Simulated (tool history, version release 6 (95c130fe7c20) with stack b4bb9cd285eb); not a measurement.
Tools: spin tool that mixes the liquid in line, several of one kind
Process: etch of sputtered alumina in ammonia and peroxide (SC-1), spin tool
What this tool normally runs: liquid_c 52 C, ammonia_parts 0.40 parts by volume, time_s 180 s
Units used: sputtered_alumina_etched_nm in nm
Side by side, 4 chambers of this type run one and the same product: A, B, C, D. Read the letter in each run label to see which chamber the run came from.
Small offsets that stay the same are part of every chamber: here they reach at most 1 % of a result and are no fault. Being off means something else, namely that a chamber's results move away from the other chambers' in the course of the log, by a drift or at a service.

run    day  liquid_c  ammonia_parts  time_s  hours since the thermometer was replaced  hours since the ammonia flow meter was replaced  hours since the heated supply line was repaired  hours since the drum of ammonia solution was connected  read-back film thickness of the sputtered alumina reference wafer, read on the same gauge (nm)  sputtered_alumina_etched_nm
 1C  0.425        52           0.40     180                                    1185.1                                            157.2                                            502.2                                                   569.1                                                                                          40.023                       9.6841
     0.562  -- chamber D: new drum of ammonia solution connected
 2A  0.662        52           0.40     180                                     738.7                                            735.0                                           1159.3                                                   509.0                                                                                          40.029                       9.6913
 3B  1.142        52           0.40     180                                     258.4                                            379.2                                            681.8                                                   553.2                                                                                          39.990                       9.5660
 4D  1.496        52           0.40     180                                    1266.5                                            409.6                                            145.8                                                    22.5                                                                                          39.981                       9.5755
     1.662  -- chamber A: new drum of ammonia solution connected
 5D  1.804        52           0.40     180                                    1273.9                                            417.0                                            153.2                                                    29.9                                                                                          39.991                       9.6803
     1.858  -- chamber D: thermometer replaced
 6B  2.062        52           0.40     180                                     280.5                                            401.3                                            703.9                                                   575.3                                                                                          40.029                       9.7245
 7A  2.350        52           0.40     180                                     779.2                                            775.5                                           1199.8                                                    16.5                                                                                          39.985                       9.5925
 8C  2.717        52           0.40     180                                    1240.1                                            212.2                                            557.2                                                   624.1                                                                                          39.989                       9.5798
 9B  2.950        52           0.40     180                                     301.8                                            422.6                                            725.2                                                   596.6                                                                                          40.021                       9.7463
10D  3.308        52           0.40     180                                      34.8                                            453.1                                            189.3                                                    66.0                                                                                          40.018                       9.7716
11C  3.562        52           0.40     180                                    1260.4                                            232.5                                            577.5                                                   644.4                                                                                          40.019                       9.4786
12A  3.867        52           0.40     180                                     815.6                                            811.9                                           1236.2                                                    52.9                                                                                          40.000                       9.6639
13A  4.304        58           0.40     260                                     826.1                                            822.4                                           1246.7                                                    63.4                                                                                          39.979                      18.9560
14D  4.629        58           0.40     260                                      66.5                                            484.8                                            221.0                                                    97.7                                                                                          39.998                      19.1490
15B  4.954        58           0.40     260                                     349.9                                            470.7                                            773.3                                                   644.7                                                                                          40.013                      19.0910
16C  5.300        58           0.40     260                                    1302.1                                            274.2                                            619.2                                                   686.1                                                                                          40.000                      18.9020
17A  5.638        52           0.40     180                                     858.1                                            854.4                                           1278.7                                                    95.4                                                                                          40.032                       9.7594
18C  6.100        52           0.40     180                                    1321.3                                            293.4                                            638.4                                                   705.3                                                                                          40.005                       9.6150
     6.471  -- chamber C: new drum of ammonia solution connected
19D  6.492        52           0.40     180                                     111.2                                            529.5                                            265.7                                                   142.4                                                                                          39.998                       9.7553
20B  6.808        52           0.40     180                                     394.4                                            515.2                                            817.8                                                   689.2                                                                                          39.980                       9.5724
21B  7.179        52           0.40     180                                     403.3                                            524.1                                            826.7                                                   698.1                                                                                          40.003                       9.6860
22A  7.633        52           0.40     180                                     906.0                                            902.3                                           1326.6                                                   143.3                                                                                          39.985                       9.5980
23D  7.871        52           0.25     235                                     144.3                                            562.6                                            298.8                                                   175.5                                                                                          39.998                      12.0460
24C  8.217        52           0.25     235                                    1372.1                                            344.2                                            689.2                                                    42.0                                                                                          39.959                      11.9980
25B  8.608        52           0.25     235                                     437.6                                            558.4                                            861.0                                                   732.4                                                                                          39.993                      12.1410
26A  8.938        52           0.25     235                                     937.3                                            933.6                                           1357.9                                                   174.6                                                                                          40.000                      12.0260

All chambers now run identical settings, listed one chamber a line with results as question marks. What results will each chamber show?
27A  9.288        52           0.40     180                                                                                                                                                                                                                                                                                                                                ?
27B  9.288        52           0.40     180                                                                                                                                                                                                                                                                                                                                ?
27C  9.288        52           0.40     180                                                                                                                                                                                                                                                                                                                                ?
27D  9.288        52           0.40     180                                                                                                                                                                                                                                                                                                                                ?

run  sputtered_alumina_etched_nm
27A                       9.4973
27B                       9.7534
27C                       9.6708
27D                       9.7224
